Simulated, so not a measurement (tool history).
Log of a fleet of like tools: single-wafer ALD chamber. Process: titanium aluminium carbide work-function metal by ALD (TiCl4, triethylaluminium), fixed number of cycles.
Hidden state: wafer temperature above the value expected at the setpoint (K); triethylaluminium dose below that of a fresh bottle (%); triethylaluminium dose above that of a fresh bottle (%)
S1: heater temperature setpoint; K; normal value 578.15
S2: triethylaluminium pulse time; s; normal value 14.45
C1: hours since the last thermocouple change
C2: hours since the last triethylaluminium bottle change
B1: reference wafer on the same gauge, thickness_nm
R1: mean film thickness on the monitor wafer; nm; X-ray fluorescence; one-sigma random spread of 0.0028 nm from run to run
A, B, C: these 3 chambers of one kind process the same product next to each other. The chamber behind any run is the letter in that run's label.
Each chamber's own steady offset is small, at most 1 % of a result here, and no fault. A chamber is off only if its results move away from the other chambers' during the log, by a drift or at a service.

run   hour      S1     S2      C1      C2      B1      R1
 1B    4.4  578.15  14.45   649.8   162.9  2.3394  2.1045
 2C    6.8  578.15  14.45   877.2  1147.5  2.3396  2.1170
 3A    9.8  578.15  14.45  1218.4   570.3  2.3385  2.0865
 4C   12.0  578.15  14.45   882.4  1152.7  2.3394  2.1193
 5B   15.5  578.15  14.45   660.9   174.0  2.3377  2.1018
 6A   17.9  578.15  14.45  1226.5   578.4  2.3385  2.0865
      19.6  -- chamber C: thermocouple changed; heater temperature recalibrated
 7B   20.3  578.15  14.45   665.7   178.8  2.3381  2.0972
 8A   23.6  578.15  14.45  1232.2   584.1  2.3375  2.0839
 9C   27.3  578.15  14.45     7.8  1168.0  2.3376  2.1152
10C   30.3  578.15  14.45    10.8  1171.0  2.3371  2.1209
11B   32.5  578.15  14.45   677.9   191.0  2.3363  2.0952
12A   36.3  569.15  16.49  1244.9   596.8  2.3365  2.0165
13B   38.7  569.15  16.49   684.1   197.2  2.3353  2.0290
14A   41.2  569.15  16.49  1249.8   601.7  2.3348  2.0109
15C   43.2  578.15  10.98    23.7  1183.9  2.3360  2.0784
16C   45.9  578.15  10.98    26.4  1186.6  2.3358  2.0769
17B   50.4  578.15  10.98   695.8   208.9  2.3346  2.0598
18A   53.0  567.15  14.45  1261.6   613.5  2.3336  1.9840
19C   56.8  567.15  14.45    37.3  1197.5  2.3340  2.0160
20B   59.0  567.15  14.45   704.4   217.5  2.3341  2.0034
21A   62.7  578.15  19.47  1271.3   623.2  2.3338  2.0983
22B   66.1  578.15  19.47   711.5   224.6  2.3328  2.1055
23C   68.7  578.15  19.47    49.2  1209.4  2.3328  2.1209
24A   72.2  578.15  14.45  1280.8   632.7  2.3325  2.0827
25C   74.2  578.15  14.45    54.7  1214.9  2.3318  2.1101
26A   77.6  578.15  14.45  1286.2   638.1  2.3317  2.0825
27B   81.8  578.15  14.45   727.2   240.3  2.3308  2.0968
28C   84.1  578.15  14.45    64.6  1224.8  2.3306  2.1035
29A   88.4  578.15  14.45  1297.0   648.9  2.3305  2.0804
30B   91.8  568.15  14.45   737.2   250.3  2.3304  2.0053
31A   94.4  568.15  14.45  1303.0   654.9  2.3293  1.9894
32C   98.4  568.15  14.45    78.9  1239.1  2.3291  2.0242
33B  101.7  578.15  14.45   747.1   260.2  2.3294  2.0905
34C  104.8  578.15  14.45    85.3  1245.5  2.3285  2.1080
35A  108.8  578.15  14.45  1317.4   669.3  2.3283  2.0831
36B  111.8  578.15  14.45   757.2   270.3  2.3283  2.0889
37C  115.9  578.15  14.45    96.4  1256.6  2.3270  2.1065

What goes on in this fleet: one chamber off, a drifting gauge, or nothing beyond the chambers' own small offsets? Name the chamber and the cause, if any.

None of the chambers is off. What moves is the gauge, dragging all their readings along together.
Likeliest cause: gauge reads low (%) = 0.547.
